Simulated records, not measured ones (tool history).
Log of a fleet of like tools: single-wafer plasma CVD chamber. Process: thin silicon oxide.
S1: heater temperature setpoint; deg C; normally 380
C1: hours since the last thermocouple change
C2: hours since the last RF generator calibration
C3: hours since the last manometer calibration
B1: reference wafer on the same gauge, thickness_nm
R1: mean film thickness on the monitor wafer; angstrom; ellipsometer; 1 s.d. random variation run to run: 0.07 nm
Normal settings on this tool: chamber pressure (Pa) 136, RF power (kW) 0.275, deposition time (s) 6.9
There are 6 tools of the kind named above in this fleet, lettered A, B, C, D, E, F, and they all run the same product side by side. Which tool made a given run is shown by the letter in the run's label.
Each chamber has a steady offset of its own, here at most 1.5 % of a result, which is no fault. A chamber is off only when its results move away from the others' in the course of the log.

Run 1D, hour 8.9: usual settings; C1 1697.3; C2 562.4; C3 727; B1 14.786. Result: R1 151.26 angstrom.
Run 2E, hour 15.5: usual settings; C1 2074.1; C2 1823.4; C3 1064; B1 14.784. Result: R1 152.94 angstrom.
Run 3B, hour 20.2: usual settings; C1 173.5; C2 681.7; C3 677; B1 14.791. Result: R1 152.3 angstrom.
Run 4C, hour 27.9: usual settings; C1 254.1; C2 705.5; C3 744.3; B1 14.778. Result: R1 149.99 angstrom.
Run 5F, hour 37.3: usual settings but S1 393 deg C, deposition time (s) 5.78; C1 793; C2 240.9; C3 1028.9; B1 14.803. Result: R1 124.71 angstrom.
Run 6A, hour 42.6: usual settings but S1 393 deg C, deposition time (s) 5.78; C1 536.4; C2 1498.2; C3 1331.4; B1 14.806. Result: R1 126.92 angstrom.
Run 7B, hour 49.2: usual settings but S1 393 deg C, deposition time (s) 5.78; C1 202.5; C2 710.7; C3 706; B1 14.801. Result: R1 126.14 angstrom.
Run 8F, hour 54.1: usual settings but S1 393 deg C, deposition time (s) 5.78; C1 809.8; C2 257.7; C3 1045.7; B1 14.805. Result: R1 124.82 angstrom.
Run 9A, hour 61.7: usual settings but S1 393 deg C, deposition time (s) 5.78; C1 555.5; C2 1517.3; C3 1350.5; B1 14.82. Result: R1 125.86 angstrom.
Run 10C, hour 67.4: usual settings but S1 393 deg C, deposition time (s) 5.78; C1 293.6; C2 745; C3 783.8; B1 14.797. Result: R1 124.05 angstrom.
Run 11E, hour 73.2: usual settings; C1 2131.8; C2 1881.1; C3 1121.7; B1 14.796. Result: R1 152.7 angstrom.
Run 12D, hour 78.2: usual settings; C1 1766.6; C2 631.7; C3 796.3; B1 14.803. Result: R1 151.02 angstrom.
Run 13A, hour 86.4: usual settings; C1 580.2; C2 1542; C3 1375.2; B1 14.776. Result: R1 151.83 angstrom.
Run 14D, hour 96: usual settings; C1 1784.4; C2 649.5; C3 814.1; B1 14.789. Result: R1 151.26 angstrom.
At hour 101.5: chamber A: capacitance manometer re-zeroed and calibrated.
Run 15B, hour 103.7: usual settings but S1 373 deg C, chamber pressure (Pa) 124; C1 257; C2 765.2; C3 760.5; B1 14.807. Result: R1 143.4 angstrom.
Run 16E, hour 111.6: usual settings but S1 373 deg C, chamber pressure (Pa) 124; C1 2170.2; C2 1919.5; C3 1160.1; B1 14.799. Result: R1 142.35 angstrom.
Run 17C, hour 118: usual settings but S1 373 deg C, chamber pressure (Pa) 124; C1 344.2; C2 795.6; C3 834.4; B1 14.788. Result: R1 140.93 angstrom.
Run 18F, hour 127.8: usual settings but S1 373 deg C, chamber pressure (Pa) 124; C1 883.5; C2 331.4; C3 1119.4; B1 14.809. Result: R1 138.79 angstrom.
Run 19D, hour 135.7: usual settings but S1 373 deg C, chamber pressure (Pa) 124; C1 1824.1; C2 689.2; C3 853.8; B1 14.81. Result: R1 141.35 angstrom.
Run 20C, hour 142.4: usual settings but S1 373 deg C, chamber pressure (Pa) 124; C1 368.6; C2 820; C3 858.8; B1 14.797. Result: R1 140.38 angstrom.
Run 21E, hour 149: usual settings; C1 2207.6; C2 1956.9; C3 1197.5; B1 14.811. Result: R1 153.45 angstrom.
Run 22F, hour 157.8: usual settings; C1 913.5; C2 361.4; C3 1149.4; B1 14.801. Result: R1 147.28 angstrom.
Run 23A, hour 166.6: usual settings; C1 660.4; C2 1622.2; C3 65.1; B1 14.802. Result: R1 152.74 angstrom.
Run 24B, hour 175.3: usual settings; C1 328.6; C2 836.8; C3 832.1; B1 14.795. Result: R1 152.52 angstrom.
Run 25F, hour 182.4: usual settings; C1 938.1; C2 386; C3 1174; B1 14.803. Result: R1 147.39 angstrom.
Run 26A, hour 187.2: usual settings; C1 681; C2 1642.8; C3 85.7; B1 14.805. Result: R1 151.43 angstrom.
Run 27B, hour 191.9: usual settings; C1 345.2; C2 853.4; C3 848.7; B1 14.805. Result: R1 152.66 angstrom.
Run 28C, hour 198: usual settings; C1 424.2; C2 875.6; C3 914.4; B1 14.795. Result: R1 151 angstrom.
Run 29D, hour 203.2: usual settings; C1 1891.6; C2 756.7; C3 921.3; B1 14.8. Result: R1 150.85 angstrom.
Run 30E, hour 210.6: usual settings but S1 388 deg C; C1 2269.2; C2 2018.5; C3 1259.1; B1 14.799. Result: R1 151.32 angstrom.
Run 31F, hour 220: usual settings but S1 388 deg C; C1 975.7; C2 423.6; C3 1211.6; B1 14.81. Result: R1 144.2 angstrom.
Run 32D, hour 227.1: usual settings but S1 388 deg C; C1 1915.5; C2 780.6; C3 945.2; B1 14.795. Result: R1 150.03 angstrom.
Run 33B, hour 231.6: usual settings but S1 388 deg C; C1 384.9; C2 893.1; C3 888.4; B1 14.809. Result: R1 152.05 angstrom.
Run 34A, hour 237.5: usual settings but S1 388 deg C; C1 731.3; C2 1693.1; C3 136; B1 14.8. Result: R1 149.43 angstrom.
Run 35E, hour 245.4: usual settings but S1 388 deg C; C1 2304; C2 2053.3; C3 1293.9; B1 14.799. Result: R1 151.55 angstrom.
At hour 250.6: chamber E: RF generator calibrated.
Run 36C, hour 254.9: usual settings; C1 481.1; C2 932.5; C3 971.3; B1 14.788. Result: R1 150.77 angstrom.
Run 37D, hour 260.9: usual settings; C1 1949.3; C2 814.4; C3 979; B1 14.798. Result: R1 152.6 angstrom.
Run 38E, hour 268: usual settings but S1 369 deg C, RF power (kW) 0.25; C1 2326.6; C2 17.4; C3 1316.5; B1 14.811. Result: R1 148.61 angstrom.
Run 39F, hour 276.5: usual settings but S1 369 deg C, RF power (kW) 0.25; C1 1032.2; C2 480.1; C3 1268.1; B1 14.802. Result: R1 138.69 angstrom.
Run 40C, hour 285.8: usual settings but S1 369 deg C, RF power (kW) 0.25; C1 512; C2 963.4; C3 1002.2; B1 14.794. Result: R1 145.64 angstrom.
Run 41A, hour 293.3: usual settings but S1 369 deg C, RF power (kW) 0.25; C1 787.1; C2 1748.9; C3 191.8; B1 14.773. Result: R1 146.98 angstrom.
Run 42B, hour 298.3: usual settings but S1 369 deg C, RF power (kW) 0.25; C1 451.6; C2 959.8; C3 955.1; B1 14.792. Result: R1 148.13 angstrom.

Predict what each chamber gives when all 6 of them run the settings below next.
Run 43A, hour 305.4: usual settings but S1 387 deg C. Result: R1 ?.
Run 43B, hour 305.4: usual settings but S1 387 deg C. Result: R1 ?.
Run 43C, hour 305.4: usual settings but S1 387 deg C. Result: R1 ?.
Run 43D, hour 305.4: usual settings but S1 387 deg C. Result: R1 ?.
Run 43E, hour 305.4: usual settings but S1 387 deg C. Result: R1 ?.
Run 43F, hour 305.4: usual settings but S1 387 deg C. Result: R1 ?.

run      R1
43A  150.82
43B  153.47
43C  149.25
43D  152.12
43E  150.55
43F  140.14

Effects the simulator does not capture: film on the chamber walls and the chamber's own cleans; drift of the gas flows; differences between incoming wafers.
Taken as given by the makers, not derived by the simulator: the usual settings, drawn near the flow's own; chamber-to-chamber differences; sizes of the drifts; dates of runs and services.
